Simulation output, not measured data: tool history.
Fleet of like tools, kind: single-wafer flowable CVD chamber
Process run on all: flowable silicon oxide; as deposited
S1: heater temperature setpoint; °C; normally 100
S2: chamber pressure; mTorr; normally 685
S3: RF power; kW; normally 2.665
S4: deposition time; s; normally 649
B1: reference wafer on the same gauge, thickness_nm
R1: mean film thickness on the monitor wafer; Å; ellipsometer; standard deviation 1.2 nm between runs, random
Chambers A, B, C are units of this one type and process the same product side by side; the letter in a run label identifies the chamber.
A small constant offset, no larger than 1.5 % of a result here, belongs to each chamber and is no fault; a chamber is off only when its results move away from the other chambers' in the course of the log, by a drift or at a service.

{"run": "1B", "day": 0.167, "S1": 100, "S2": 685, "S3": 2.665, "S4": 649, "B1": 357.08, "R1": 3413.1}
{"run": "2C", "day": 0.429, "S1": 100, "S2": 685, "S3": 2.665, "S4": 649, "B1": 356.71, "R1": 3350.5}
{"run": "3A", "day": 0.571, "S1": 100, "S2": 685, "S3": 2.665, "S4": 649, "B1": 357.17, "R1": 3337.7}
{"run": "4C", "day": 0.758, "S1": 100, "S2": 685, "S3": 2.665, "S4": 649, "B1": 356.95, "R1": 3338.7}
{"run": "5A", "day": 0.908, "S1": 100, "S2": 685, "S3": 2.665, "S4": 649, "B1": 356.75, "R1": 3345.2}
{"run": "6B", "day": 1.112, "S1": 100, "S2": 685, "S3": 2.145, "S4": 582, "B1": 356.96, "R1": 2962.1}
{"run": "7B", "day": 1.267, "S1": 100, "S2": 685, "S3": 2.145, "S4": 582, "B1": 357.26, "R1": 2963.0}
{"run": "8A", "day": 1.517, "S1": 100, "S2": 685, "S3": 2.145, "S4": 582, "B1": 356.55, "R1": 2890.0}
{"run": "9C", "day": 1.671, "S1": 100, "S2": 685, "S3": 2.665, "S4": 649, "B1": 357.45, "R1": 3334.6}
{"run": "10B", "day": 1.9, "S1": 100, "S2": 685, "S3": 2.665, "S4": 649, "B1": 357.01, "R1": 3398.3}
{"run": "11C", "day": 2.15, "S1": 100, "S2": 685, "S3": 2.665, "S4": 649, "B1": 356.76, "R1": 3338.5}
{"run": "12A", "day": 2.317, "S1": 100, "S2": 685, "S3": 2.665, "S4": 649, "B1": 356.97, "R1": 3334.2}
{"run": "13C", "day": 2.517, "S1": 100, "S2": 685, "S3": 2.665, "S4": 649, "B1": 356.85, "R1": 3326.0}
{"day": 2.729, "done": "chamber C: capacitance manometer re-zeroed and calibrated"}
{"run": "14A", "day": 2.767, "S1": 100, "S2": 685, "S3": 2.665, "S4": 649, "B1": 357.17, "R1": 3355.9}
{"run": "15B", "day": 2.983, "S1": 100, "S2": 685, "S3": 2.665, "S4": 649, "B1": 356.97, "R1": 3421.4}
{"day": 3.158, "done": "chamber B: thermocouple changed; heater temperature recalibrated"}
{"run": "16B", "day": 3.254, "S1": 100, "S2": 685, "S3": 2.665, "S4": 649, "B1": 356.97, "R1": 3541.5}
{"run": "17A", "day": 3.488, "S1": 100, "S2": 685, "S3": 2.665, "S4": 649, "B1": 356.84, "R1": 3363.3}
{"run": "18C", "day": 3.696, "S1": 100, "S2": 685, "S3": 2.665, "S4": 649, "B1": 356.77, "R1": 3333.5}
{"run": "19C", "day": 3.946, "S1": 100, "S2": 685, "S3": 2.665, "S4": 603, "B1": 357.21, "R1": 3102.2}
{"run": "20B", "day": 4.217, "S1": 100, "S2": 685, "S3": 2.665, "S4": 603, "B1": 357.1, "R1": 3281.0}
{"run": "21A", "day": 4.358, "S1": 100, "S2": 685, "S3": 2.665, "S4": 603, "B1": 357.01, "R1": 3093.7}
{"run": "22A", "day": 4.625, "S1": 100, "S2": 685, "S3": 2.665, "S4": 649, "B1": 357.36, "R1": 3325.4}
{"run": "23B", "day": 4.925, "S1": 100, "S2": 685, "S3": 2.665, "S4": 649, "B1": 357.16, "R1": 3519.4}
{"run": "24C", "day": 5.083, "S1": 100, "S2": 685, "S3": 2.665, "S4": 649, "B1": 356.96, "R1": 3328.0}
{"run": "25A", "day": 5.233, "S1": 100, "S2": 685, "S3": 2.665, "S4": 649, "B1": 356.87, "R1": 3333.3}
{"day": 5.25, "done": "chamber C: thermocouple changed; heater temperature recalibrated"}
{"run": "26C", "day": 5.471, "S1": 100, "S2": 685, "S3": 2.665, "S4": 649, "B1": 356.69, "R1": 3341.2}
{"run": "27B", "day": 5.679, "S1": 100, "S2": 685, "S3": 2.665, "S4": 649, "B1": 356.7, "R1": 3503.8}

All chambers now run identical settings, listed one chamber a line with results as question marks. What results will each chamber show?
{"run": "28A", "day": 5.912, "S1": 100, "S2": 821, "S3": 2.665, "S4": 649, "R1": "?"}
{"run": "28B", "day": 5.912, "S1": 100, "S2": 821, "S3": 2.665, "S4": 649, "R1": "?"}
{"run": "28C", "day": 5.912, "S1": 100, "S2": 821, "S3": 2.665, "S4": 649, "R1": "?"}

run=28A R1=4239.2
run=28B R1=4452.8
run=28C R1=4253.9
